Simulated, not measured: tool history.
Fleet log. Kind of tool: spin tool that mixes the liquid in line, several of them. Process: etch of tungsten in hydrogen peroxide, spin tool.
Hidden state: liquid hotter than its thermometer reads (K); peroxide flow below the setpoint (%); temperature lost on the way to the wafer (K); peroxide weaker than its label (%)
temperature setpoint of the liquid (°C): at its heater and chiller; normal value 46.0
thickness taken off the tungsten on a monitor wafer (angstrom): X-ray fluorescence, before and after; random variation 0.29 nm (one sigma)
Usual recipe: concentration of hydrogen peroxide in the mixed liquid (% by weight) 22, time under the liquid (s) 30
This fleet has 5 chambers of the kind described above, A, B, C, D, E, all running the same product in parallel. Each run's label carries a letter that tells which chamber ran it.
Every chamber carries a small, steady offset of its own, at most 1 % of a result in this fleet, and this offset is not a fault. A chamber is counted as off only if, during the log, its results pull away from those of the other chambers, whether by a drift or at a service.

run,day,temperature setpoint of the liquid (°C),concentration of hydrogen peroxide in the mixed liquid (% by weight),time under the liquid (s),hours since the thermometer was replaced,hours since the peroxide flow meter was replaced,hours since the heated supply line was repaired,hours since the drum of peroxide was connected,"read-back film thickness of the tungsten reference wafer, read on the same gauge (nm)",thickness taken off the tungsten on a monitor wafer (angstrom)
# day 0.254: chamber A: peroxide flow meter replaced
1B,0.462,46.0,22,30,333.6,76.1,1650.1,1093.7,50.051,589.55
2C,1.092,46.0,22,30,215.6,1088.4,1832.9,409.5,49.971,582.96
3D,1.675,46.0,22,30,1957.3,2302.6,1199.2,1209.6,49.973,585.81
4A,2.025,46.0,22,30,158.3,42.6,402.4,1163.0,49.936,583.69
# day 2.112: chamber D: peroxide flow meter replaced
5E,2.404,46.0,22,30,1010.3,293.2,1205.3,226.6,50.031,576.86
# day 2.479: chamber C: new drum of peroxide connected
6E,2.883,50.5,22,40,1021.8,304.7,1216.8,238.1,50.012,1015.90
7C,3.292,50.5,22,40,268.4,1141.2,1885.7,19.6,50.025,1024.80
8A,3.767,50.5,22,40,200.1,84.4,444.2,1204.8,50.038,1033.50
# day 3.988: chamber B: new drum of peroxide connected
9D,4.100,50.5,22,40,2015.5,47.8,1257.4,1267.8,49.969,1033.90
10B,4.717,50.5,22,40,435.7,178.2,1752.2,17.6,50.063,1037.20
11D,5.008,46.0,22,30,2037.3,69.6,1279.2,1289.6,50.079,587.80
12A,5.579,46.0,22,30,243.6,127.9,487.7,1248.3,50.062,579.58
13E,6.042,46.0,22,30,1097.6,380.5,1292.6,313.9,49.967,584.27
# day 6.554: chamber A: new drum of peroxide connected
14B,6.633,46.0,22,30,481.7,224.2,1798.2,63.6,49.995,592.98
15C,7.283,46.0,22,30,364.2,1237.0,1981.5,115.4,50.017,585.04
16B,7.825,46.0,22,30,510.3,252.8,1826.8,92.2,50.006,586.66
17C,8.121,46.0,22,30,384.3,1257.1,2001.6,135.5,50.016,581.47
18E,8.546,46.0,22,30,1157.7,440.6,1352.7,374.0,49.961,580.46
# day 8.779: chamber C: heated supply line repaired
19A,8.950,46.0,22,30,324.5,208.8,568.6,57.5,49.995,584.32
# day 9.025: chamber E: new drum of peroxide connected
20D,9.588,46.0,22,30,2147.2,179.5,1389.1,1399.5,50.034,587.63
21E,10.150,46.0,22,30,1196.2,479.1,1391.2,27.0,49.998,585.41
22C,10.450,46.0,22,30,440.2,1313.0,40.1,191.4,49.999,587.59
23B,10.829,46.0,22,30,582.4,324.9,1898.9,164.3,50.013,591.96
24A,11.279,46.0,22,30,380.4,264.7,624.5,113.4,50.006,583.15
25D,11.817,46.0,22,30,2200.7,233.0,1442.6,1453.0,50.017,581.74
26A,12.121,46.0,22,30,400.6,284.9,644.7,133.6,49.985,583.60
27C,12.738,46.0,22,30,495.1,1367.9,95.0,246.3,49.972,585.99
28B,13.121,46.0,22,30,637.4,379.9,1953.9,219.3,50.002,587.84
29E,13.538,46.0,22,30,1277.5,560.4,1472.5,108.3,50.042,580.17
30D,13.946,46.0,22,30,2251.8,284.1,1493.7,1504.1,50.013,585.20
31B,14.254,46.0,22,30,664.6,407.1,1981.1,246.5,50.052,586.87
32D,14.662,46.0,22,30,2269.0,301.3,1510.9,1521.3,49.989,581.97
33C,14.988,51.0,22,30,549.1,1421.9,149.0,300.3,50.053,794.75
34E,15.396,51.0,22,30,1322.1,605.0,1517.1,152.9,49.985,789.63

Is one chamber out of step, is the gauge drifting, or do the chambers differ by no more than their own small offsets? For an off chamber, give its letter and the likeliest cause.

Nothing is wrong: each chamber keeps only its own small, steady offset and the gauge holds still.
